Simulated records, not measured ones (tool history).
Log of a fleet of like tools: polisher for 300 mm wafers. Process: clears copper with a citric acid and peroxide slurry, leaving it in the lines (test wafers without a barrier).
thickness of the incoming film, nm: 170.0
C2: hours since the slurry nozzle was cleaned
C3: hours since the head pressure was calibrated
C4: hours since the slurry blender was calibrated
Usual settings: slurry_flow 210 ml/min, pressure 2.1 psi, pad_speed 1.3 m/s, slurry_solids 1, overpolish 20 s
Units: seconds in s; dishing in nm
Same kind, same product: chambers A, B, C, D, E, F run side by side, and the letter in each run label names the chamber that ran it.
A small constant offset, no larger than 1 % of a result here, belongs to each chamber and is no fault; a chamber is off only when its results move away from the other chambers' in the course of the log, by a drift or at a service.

run 1C hour=9.6 | slurry_flow=210 pressure=2.1 pad_speed=1.3 slurry_solids=1 overpolish=20 | wafers_polished_on_this_pad=133 C2=34.3 C3=1096.2 C4=256.9 | seconds=81.66 dishing=22.791
-- hour=16.5 chamber D: worn pad replaced by a new one
run 2A hour=20.4 | slurry_flow=210 pressure=2.1 pad_speed=1.3 slurry_solids=1 overpolish=20 | wafers_polished_on_this_pad=526 C2=182 C3=89.6 C4=258.2 | seconds=83.941 dishing=22.429
run 3F hour=29.4 | slurry_flow=210 pressure=2.1 pad_speed=1.3 slurry_solids=1 overpolish=20 | wafers_polished_on_this_pad=865 C2=77.5 C3=110.6 C4=96.8 | seconds=82.331 dishing=22.383
-- hour=31.3 chamber A: worn pad replaced by a new one
-- hour=32.7 chamber B: worn pad replaced by a new one
-- hour=36.7 chamber E: slurry nozzle cleaned
-- hour=37 chamber F: slurry blender recalibrated
run 4B hour=39.8 | slurry_flow=210 pressure=2.1 pad_speed=1.3 slurry_solids=1 overpolish=20 | wafers_polished_on_this_pad=54 C2=388.1 C3=607.5 C4=107.5 | seconds=82.366 dishing=21.828
-- hour=41.4 chamber C: slurry blender recalibrated
run 5D hour=47.7 | slurry_flow=210 pressure=2.1 pad_speed=1.3 slurry_solids=1 overpolish=20 | wafers_polished_on_this_pad=240 C2=336.6 C3=807.9 C4=64.4 | seconds=82.269 dishing=21.93
run 6E hour=55.3 | slurry_flow=210 pressure=2.1 pad_speed=1.3 slurry_solids=1 overpolish=20 | wafers_polished_on_this_pad=528 C2=18.6 C3=224.4 C4=120.3 | seconds=83.062 dishing=22.641
run 7B hour=65.8 | slurry_flow=210 pressure=2.1 pad_speed=1.3 slurry_solids=1 overpolish=20 | wafers_polished_on_this_pad=255 C2=414.1 C3=633.5 C4=133.5 | seconds=81.307 dishing=21.608
run 8C hour=71.6 | slurry_flow=210 pressure=2.1 pad_speed=1.3 slurry_solids=1 overpolish=20 | wafers_polished_on_this_pad=610 C2=96.3 C3=1158.2 C4=30.2 | seconds=84.062 dishing=21.468
run 9F hour=79.6 | slurry_flow=210 pressure=2.1 pad_speed=1.3 slurry_solids=1 overpolish=20 | wafers_polished_on_this_pad=1252 C2=127.7 C3=160.8 C4=42.6 | seconds=83.539 dishing=21.404
-- hour=81.9 chamber F: worn pad replaced by a new one
-- hour=89.8 chamber D: slurry nozzle cleaned
run 10A hour=90.4 | slurry_flow=210 pressure=2.1 pad_speed=1.3 slurry_solids=1 overpolish=20 | wafers_polished_on_this_pad=455 C2=252 C3=159.6 C4=328.2 | seconds=83.589 dishing=21.89
-- hour=93.3 chamber E: worn pad replaced by a new one
run 11E hour=100.5 | slurry_flow=210 pressure=2.1 pad_speed=1.3 slurry_solids=1 overpolish=20 | wafers_polished_on_this_pad=55 C2=63.8 C3=269.6 C4=165.5 | seconds=82.289 dishing=21.557
-- hour=102.7 chamber A: worn pad replaced by a new one
-- hour=107.2 chamber A: slurry blender recalibrated
run 12D hour=109.3 | slurry_flow=210 pressure=2.1 pad_speed=1.3 slurry_solids=1 overpolish=20 | wafers_polished_on_this_pad=715 C2=19.5 C3=869.5 C4=126 | seconds=83.824 dishing=22.739
-- hour=115.3 chamber E: slurry blender recalibrated
-- hour=115.4 chamber C: worn pad replaced by a new one
-- hour=115.9 chamber B: slurry nozzle cleaned
run 13C hour=116.6 | slurry_flow=210 pressure=2.1 pad_speed=1.3 slurry_solids=1 overpolish=20 | wafers_polished_on_this_pad=9 C2=141.3 C3=1203.2 C4=75.2 | seconds=82.257 dishing=21.576
run 14A hour=123 | slurry_flow=210 pressure=2.1 pad_speed=1.3 slurry_solids=1 overpolish=20 | wafers_polished_on_this_pad=157 C2=284.6 C3=192.2 C4=15.9 | seconds=84.214 dishing=22.463
run 15B hour=128.9 | slurry_flow=210 pressure=2.1 pad_speed=1.3 slurry_solids=1 overpolish=20 | wafers_polished_on_this_pad=741 C2=13 C3=696.6 C4=196.6 | seconds=83.947 dishing=22.498
-- hour=139.2 chamber F: slurry blender recalibrated
run 16E hour=140.5 | slurry_flow=210 pressure=2.1 pad_speed=1.3 slurry_solids=1 overpolish=20 | wafers_polished_on_this_pad=364 C2=103.8 C3=309.6 C4=25.3 | seconds=83.84 dishing=21.524
run 17D hour=151.8 | slurry_flow=210 pressure=2.1 pad_speed=1.3 slurry_solids=1 overpolish=20 | wafers_polished_on_this_pad=1042 C2=62 C3=912 C4=168.5 | seconds=82.254 dishing=22.089
-- hour=153.6 chamber C: head pressure recalibrated
run 18F hour=161.2 | slurry_flow=210 pressure=2.1 pad_speed=1.3 slurry_solids=1 overpolish=20 | wafers_polished_on_this_pad=611 C2=209.3 C3=242.4 C4=22 | seconds=83.026 dishing=22.37
run 19A hour=166.6 | slurry_flow=210 pressure=2.1 pad_speed=1.3 slurry_solids=1 overpolish=20 | wafers_polished_on_this_pad=492 C2=328.2 C3=235.8 C4=59.5 | seconds=83.894 dishing=21.989
run 20E hour=173.2 | slurry_flow=210 pressure=2.1 pad_speed=1.3 slurry_solids=1 overpolish=20 | wafers_polished_on_this_pad=615 C2=136.5 C3=342.3 C4=58 | seconds=84.077 dishing=22.138
-- hour=174.9 chamber E: worn pad replaced by a new one
-- hour=180.6 chamber D: worn pad replaced by a new one
run 21C hour=181.7 | slurry_flow=210 pressure=2.1 pad_speed=1.3 slurry_solids=1 overpolish=20 | wafers_polished_on_this_pad=511 C2=206.4 C3=28.1 C4=140.3 | seconds=91.531 dishing=20.361
-- hour=183.7 chamber A: worn pad replaced by a new one
run 22D hour=190.4 | slurry_flow=210 pressure=2.1 pad_speed=1.3 slurry_solids=1.1 overpolish=20 | wafers_polished_on_this_pad=76 C2=100.6 C3=950.6 C4=207.1 | seconds=82.718 dishing=22.751
run 23F hour=197.6 | slurry_flow=210 pressure=2.1 pad_speed=1.3 slurry_solids=1.1 overpolish=20 | wafers_polished_on_this_pad=891 C2=245.7 C3=278.8 C4=58.4 | seconds=83.716 dishing=23.08
-- hour=200.7 chamber B: worn pad replaced by a new one
run 24B hour=208.1 | slurry_flow=210 pressure=2.1 pad_speed=1.3 slurry_solids=1.1 overpolish=20 | wafers_polished_on_this_pad=57 C2=92.2 C3=775.8 C4=275.8 | seconds=79.98 dishing=22.314
run 25C hour=217.1 | slurry_flow=210 pressure=2.1 pad_speed=1.3 slurry_solids=1.1 overpolish=20 | wafers_polished_on_this_pad=784 C2=241.8 C3=63.5 C4=175.7 | seconds=92.191 dishing=20.878
-- hour=217.7 chamber D: head pressure recalibrated
run 26E hour=223.2 | slurry_flow=210 pressure=2.1 pad_speed=1.3 slurry_solids=1.1 overpolish=20 | wafers_polished_on_this_pad=372 C2=186.5 C3=392.3 C4=108 | seconds=82.351 dishing=22.224
-- hour=229.4 chamber F: worn pad replaced by a new one
run 27B hour=232 | slurry_flow=210 pressure=2.1 pad_speed=1.3 slurry_solids=1.1 overpolish=20 | wafers_polished_on_this_pad=241 C2=116.1 C3=799.7 C4=299.7 | seconds=81.158 dishing=22.996
run 28F hour=239.4 | slurry_flow=210 pressure=2.1 pad_speed=1.3 slurry_solids=1 overpolish=20 | wafers_polished_on_this_pad=77 C2=287.5 C3=320.6 C4=100.2 | seconds=80.129 dishing=21.979
-- hour=242.3 chamber D: slurry blender recalibrated
run 29A hour=249.1 | slurry_flow=210 pressure=2.1 pad_speed=1.3 slurry_solids=1 overpolish=20 | wafers_polished_on_this_pad=504 C2=410.7 C3=318.3 C4=142 | seconds=82.69 dishing=22.677
-- hour=252.8 chamber C: worn pad replaced by a new one
-- hour=253.5 chamber A: worn pad replaced by a new one
run 30D hour=257.1 | slurry_flow=210 pressure=2.1 pad_speed=1.3 slurry_solids=1 overpolish=20 | wafers_polished_on_this_pad=590 C2=167.3 C3=39.5 C4=14.8 | seconds=81.956 dishing=22.57
-- hour=257.6 chamber E: worn pad replaced by a new one
run 31C hour=263.1 | slurry_flow=210 pressure=2.1 pad_speed=1.3 slurry_solids=1 overpolish=20 | wafers_polished_on_this_pad=79 C2=287.8 C3=109.5 C4=221.7 | seconds=94.514 dishing=20.275
-- hour=266.9 chamber F: slurry blender recalibrated
run 32B hour=270.6 | slurry_flow=210 pressure=2.1 pad_speed=1.3 slurry_solids=1 overpolish=20 | wafers_polished_on_this_pad=538 C2=154.7 C3=838.3 C4=338.3 | seconds=81.051 dishing=22.349
run 33D hour=280.8 | slurry_flow=210 pressure=1.5 pad_speed=1.3 slurry_solids=1 overpolish=20 | wafers_polished_on_this_pad=772 C2=191 C3=63.2 C4=38.5 | seconds=116.92 dishing=17.4
run 34A hour=291.6 | slurry_flow=210 pressure=1.5 pad_speed=1.3 slurry_solids=1 overpolish=20 | wafers_polished_on_this_pad=293 C2=453.2 C3=360.8 C4=184.5 | seconds=112.78 dishing=17.775
run 35F hour=297.4 | slurry_flow=210 pressure=1.5 pad_speed=1.3 slurry_solids=1 overpolish=20 | wafers_polished_on_this_pad=524 C2=345.5 C3=378.6 C4=30.5 | seconds=117.46 dishing=17.52
-- hour=297.9 chamber E: slurry blender recalibrated
-- hour=305.3 chamber E: slurry nozzle cleaned
run 36E hour=305.3 | slurry_flow=210 pressure=1.5 pad_speed=1.3 slurry_solids=1 overpolish=20 | wafers_polished_on_this_pad=367 C2=0 C3=474.4 C4=7.4 | seconds=115.38 dishing=17.609
run 37D hour=311 | slurry_flow=210 pressure=1.5 pad_speed=1.3 slurry_solids=1 overpolish=20 | wafers_polished_on_this_pad=1005 C2=221.2 C3=93.4 C4=68.7 | seconds=116.03 dishing=17.468
run 38E hour=318 | slurry_flow=210 pressure=1.5 pad_speed=1.3 slurry_solids=1 overpolish=20 | wafers_polished_on_this_pad=465 C2=12.7 C3=487.1 C4=20.1 | seconds=115.62 dishing=16.809
run 39B hour=323.6 | slurry_flow=210 pressure=2.1 pad_speed=1.3 slurry_solids=1 overpolish=20 | wafers_polished_on_this_pad=946 C2=207.7 C3=891.3 C4=391.3 | seconds=83.026 dishing=22.33
run 40F hour=331.6 | slurry_flow=210 pressure=2.1 pad_speed=1.3 slurry_solids=1 overpolish=20 | wafers_polished_on_this_pad=787 C2=379.7 C3=412.8 C4=64.7 | seconds=83.176 dishing=21.787

Is one chamber out of step, is the gauge drifting, or do the chambers differ by no more than their own small offsets? For an off chamber, give its letter and the likeliest cause.

Chamber C came out of a service off from its peers and stayed that way.
Most likely cause: head's pressure below its setpoint, % = 10.

Below are 4 candidate recipes for chamber C's next run, each the usual settings with a change, their results shown as question marks. Which of them brings C's results back in line with what the other chambers give on the usual settings?
Allowed miss from the other chambers' usual-settings mean, per result, to count as in line: seconds 4 s; dishing 1.5 nm
run 41C-1 hour=339.9 | slurry_flow=205 pressure=1.9 pad_speed=1.18 slurry_solids=1 overpolish=20 | seconds=? dishing=?
run 41C-2 hour=339.9 | slurry_flow=210 pressure=2.2 pad_speed=1.38 slurry_solids=1 overpolish=20 | seconds=? dishing=?
run 41C-3 hour=339.9 | slurry_flow=210 pressure=2 pad_speed=1.22 slurry_solids=1 overpolish=20 | seconds=? dishing=?
run 41C-4 hour=339.9 | slurry_flow=215 pressure=2.3 pad_speed=1.44 slurry_solids=1 overpolish=21 | seconds=? dishing=?

What the other chambers average on the usual settings: seconds 83.086 s; dishing 22.158 nm
run=41C-1 seconds=112.85 dishing=17.869
run=41C-2 seconds=83.956 dishing=21.996
run=41C-3 seconds=103.69 dishing=19.017
run=41C-4 seconds=76.926 dishing=23.988
41C-2 puts the chamber back in line with the other chambers.

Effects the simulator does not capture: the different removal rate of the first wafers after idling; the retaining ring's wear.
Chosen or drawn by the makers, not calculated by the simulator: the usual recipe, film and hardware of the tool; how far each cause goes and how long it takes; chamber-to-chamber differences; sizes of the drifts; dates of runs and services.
